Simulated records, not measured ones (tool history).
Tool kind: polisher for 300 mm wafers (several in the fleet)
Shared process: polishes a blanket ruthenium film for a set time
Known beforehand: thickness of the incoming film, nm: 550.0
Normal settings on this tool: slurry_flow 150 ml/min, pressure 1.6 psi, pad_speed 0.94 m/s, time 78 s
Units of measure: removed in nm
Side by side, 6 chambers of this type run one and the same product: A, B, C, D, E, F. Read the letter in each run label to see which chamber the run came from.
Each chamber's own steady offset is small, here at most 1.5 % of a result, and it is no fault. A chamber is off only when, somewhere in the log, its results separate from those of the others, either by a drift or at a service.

{"run": "1D", "hour": 7.7, "slurry_flow": 150, "pressure": 1.6, "pad_speed": 0.94, "time": 78, "removed": 66.492}
{"hour": 11.7, "done": "chamber D: worn pad replaced by a new one"}
{"hour": 16.9, "done": "chamber F: slurry nozzle cleaned"}
{"run": "2E", "hour": 22.7, "slurry_flow": 150, "pressure": 1.6, "pad_speed": 0.94, "time": 78, "removed": 65.2}
{"run": "3A", "hour": 31.0, "slurry_flow": 150, "pressure": 1.6, "pad_speed": 0.94, "time": 78, "removed": 66.163}
{"hour": 32.3, "done": "chamber E: worn pad replaced by a new one"}
{"hour": 44.2, "done": "chamber D: slurry nozzle cleaned"}
{"run": "4F", "hour": 46.5, "slurry_flow": 150, "pressure": 1.6, "pad_speed": 0.94, "time": 78, "removed": 65.979}
{"run": "5B", "hour": 56.6, "slurry_flow": 150, "pressure": 1.6, "pad_speed": 0.94, "time": 78, "removed": 66.708}
{"run": "6C", "hour": 63.4, "slurry_flow": 150, "pressure": 1.6, "pad_speed": 0.94, "time": 78, "removed": 65.131}
{"hour": 67.6, "done": "chamber C: worn pad replaced by a new one"}
{"hour": 70.8, "done": "chamber E: slurry nozzle cleaned"}
{"run": "7F", "hour": 75.1, "slurry_flow": 150, "pressure": 1.6, "pad_speed": 0.94, "time": 78, "removed": 66.558}
{"run": "8D", "hour": 89.9, "slurry_flow": 150, "pressure": 1.6, "pad_speed": 0.94, "time": 78, "removed": 66.94}
{"hour": 91.9, "done": "chamber B: slurry nozzle cleaned"}
{"run": "9A", "hour": 97.7, "slurry_flow": 150, "pressure": 1.6, "pad_speed": 0.94, "time": 78, "removed": 65.872}
{"hour": 98.0, "done": "chamber A: slurry nozzle cleaned"}
{"run": "10C", "hour": 113.2, "slurry_flow": 150, "pressure": 1.6, "pad_speed": 0.94, "time": 78, "removed": 65.918}
{"hour": 116.0, "done": "chamber B: head pressure recalibrated"}
{"hour": 116.2, "done": "chamber B: worn pad replaced by a new one"}
{"run": "11E", "hour": 125.6, "slurry_flow": 150, "pressure": 1.6, "pad_speed": 0.94, "time": 78, "removed": 66.064}
{"hour": 128.9, "done": "chamber E: worn pad replaced by a new one"}
{"hour": 132.3, "done": "chamber A: worn pad replaced by a new one"}
{"hour": 136.4, "done": "chamber D: worn pad replaced by a new one"}
{"run": "12B", "hour": 137.8, "slurry_flow": 150, "pressure": 1.6, "pad_speed": 0.94, "time": 78, "removed": 66.619}
{"run": "13B", "hour": 150.6, "slurry_flow": 150, "pressure": 1.6, "pad_speed": 0.94, "time": 78, "removed": 66.432}
{"hour": 152.2, "done": "chamber F: worn pad replaced by a new one"}
{"run": "14F", "hour": 161.3, "slurry_flow": 150, "pressure": 1.3, "pad_speed": 0.94, "time": 104, "removed": 72.703}
{"run": "15A", "hour": 175.4, "slurry_flow": 150, "pressure": 1.3, "pad_speed": 0.94, "time": 104, "removed": 72.425}
{"run": "16E", "hour": 182.8, "slurry_flow": 150, "pressure": 1.3, "pad_speed": 0.94, "time": 104, "removed": 71.168}
{"hour": 183.7, "done": "chamber C: worn pad replaced by a new one"}
{"run": "17D", "hour": 191.9, "slurry_flow": 150, "pressure": 1.3, "pad_speed": 0.94, "time": 104, "removed": 72.494}
{"run": "18C", "hour": 204.9, "slurry_flow": 150, "pressure": 1.3, "pad_speed": 0.94, "time": 104, "removed": 70.307}
{"run": "19A", "hour": 213.8, "slurry_flow": 150, "pressure": 1.3, "pad_speed": 0.94, "time": 104, "removed": 71.811}
{"run": "20B", "hour": 224.4, "slurry_flow": 150, "pressure": 1.6, "pad_speed": 0.94, "time": 55, "removed": 47.084}
{"run": "21F", "hour": 233.0, "slurry_flow": 150, "pressure": 1.6, "pad_speed": 0.94, "time": 55, "removed": 46.448}
{"run": "22E", "hour": 241.6, "slurry_flow": 150, "pressure": 1.6, "pad_speed": 0.94, "time": 55, "removed": 46.042}
{"hour": 247.9, "done": "chamber E: worn pad replaced by a new one"}
{"run": "23C", "hour": 248.5, "slurry_flow": 150, "pressure": 1.6, "pad_speed": 0.94, "time": 55, "removed": 45.611}
{"hour": 257.7, "done": "chamber E: head pressure recalibrated"}
{"run": "24D", "hour": 260.1, "slurry_flow": 150, "pressure": 1.6, "pad_speed": 0.94, "time": 55, "removed": 47.442}
{"hour": 264.1, "done": "chamber B: worn pad replaced by a new one"}
{"hour": 270.1, "done": "chamber D: worn pad replaced by a new one"}
{"run": "25B", "hour": 274.5, "slurry_flow": 150, "pressure": 1.6, "pad_speed": 0.94, "time": 55, "removed": 47.152}
{"run": "26D", "hour": 288.1, "slurry_flow": 150, "pressure": 1.6, "pad_speed": 0.94, "time": 78, "removed": 66.65}
{"hour": 291.4, "done": "chamber C: worn pad replaced by a new one"}
{"hour": 291.5, "done": "chamber D: head pressure recalibrated"}
{"run": "27E", "hour": 302.4, "slurry_flow": 150, "pressure": 1.6, "pad_speed": 0.94, "time": 78, "removed": 65.586}
{"run": "28C", "hour": 311.3, "slurry_flow": 150, "pressure": 1.6, "pad_speed": 0.94, "time": 78, "removed": 64.838}
{"run": "29A", "hour": 324.5, "slurry_flow": 150, "pressure": 1.6, "pad_speed": 0.94, "time": 78, "removed": 66.55}
{"run": "30F", "hour": 331.8, "slurry_flow": 150, "pressure": 1.6, "pad_speed": 0.94, "time": 78, "removed": 66.671}
{"run": "31D", "hour": 344.4, "slurry_flow": 150, "pressure": 1.6, "pad_speed": 0.94, "time": 78, "removed": 66.169}
{"hour": 350.1, "done": "chamber E: worn pad replaced by a new one"}
{"run": "32C", "hour": 355.1, "slurry_flow": 150, "pressure": 1.6, "pad_speed": 0.94, "time": 78, "removed": 63.693}
{"hour": 363.0, "done": "chamber A: worn pad replaced by a new one"}
{"hour": 363.4, "done": "chamber F: worn pad replaced by a new one"}
{"run": "33B", "hour": 367.1, "slurry_flow": 150, "pressure": 1.6, "pad_speed": 0.94, "time": 78, "removed": 65.868}
{"run": "34A", "hour": 380.8, "slurry_flow": 150, "pressure": 1.6, "pad_speed": 0.94, "time": 78, "removed": 66.399}
{"hour": 394.5, "done": "chamber A: slurry nozzle cleaned"}
{"run": "35E", "hour": 394.9, "slurry_flow": 150, "pressure": 1.6, "pad_speed": 0.94, "time": 78, "removed": 66.532}
{"run": "36F", "hour": 407.6, "slurry_flow": 150, "pressure": 1.6, "pad_speed": 0.94, "time": 78, "removed": 65.6}
{"hour": 410.5, "done": "chamber B: worn pad replaced by a new one"}
{"run": "37C", "hour": 422.4, "slurry_flow": 150, "pressure": 1.6, "pad_speed": 0.94, "time": 78, "removed": 62.78}
{"run": "38B", "hour": 432.1, "slurry_flow": 150, "pressure": 1.6, "pad_speed": 0.94, "time": 78, "removed": 66.489}
{"run": "39F", "hour": 443.7, "slurry_flow": 150, "pressure": 1.6, "pad_speed": 0.94, "time": 78, "removed": 66.351}
{"run": "40A", "hour": 453.8, "slurry_flow": 150, "pressure": 1.6, "pad_speed": 0.94, "time": 78, "removed": 66.934}

Next, all 6 chambers run the settings below, one line each with question marks for the results. What does each chamber give?
{"run": "41A", "hour": 464.9, "slurry_flow": 150, "pressure": 1.6, "pad_speed": 0.94, "time": 78, "removed": "?"}
{"run": "41B", "hour": 464.9, "slurry_flow": 150, "pressure": 1.6, "pad_speed": 0.94, "time": 78, "removed": "?"}
{"run": "41C", "hour": 464.9, "slurry_flow": 150, "pressure": 1.6, "pad_speed": 0.94, "time": 78, "removed": "?"}
{"run": "41D", "hour": 464.9, "slurry_flow": 150, "pressure": 1.6, "pad_speed": 0.94, "time": 78, "removed": "?"}
{"run": "41E", "hour": 464.9, "slurry_flow": 150, "pressure": 1.6, "pad_speed": 0.94, "time": 78, "removed": "?"}
{"run": "41F", "hour": 464.9, "slurry_flow": 150, "pressure": 1.6, "pad_speed": 0.94, "time": 78, "removed": "?"}

run=41A removed=67.228
run=41B removed=67.122
run=41C removed=62.485
run=41D removed=65.176
run=41E removed=65.731
run=41F removed=66.835
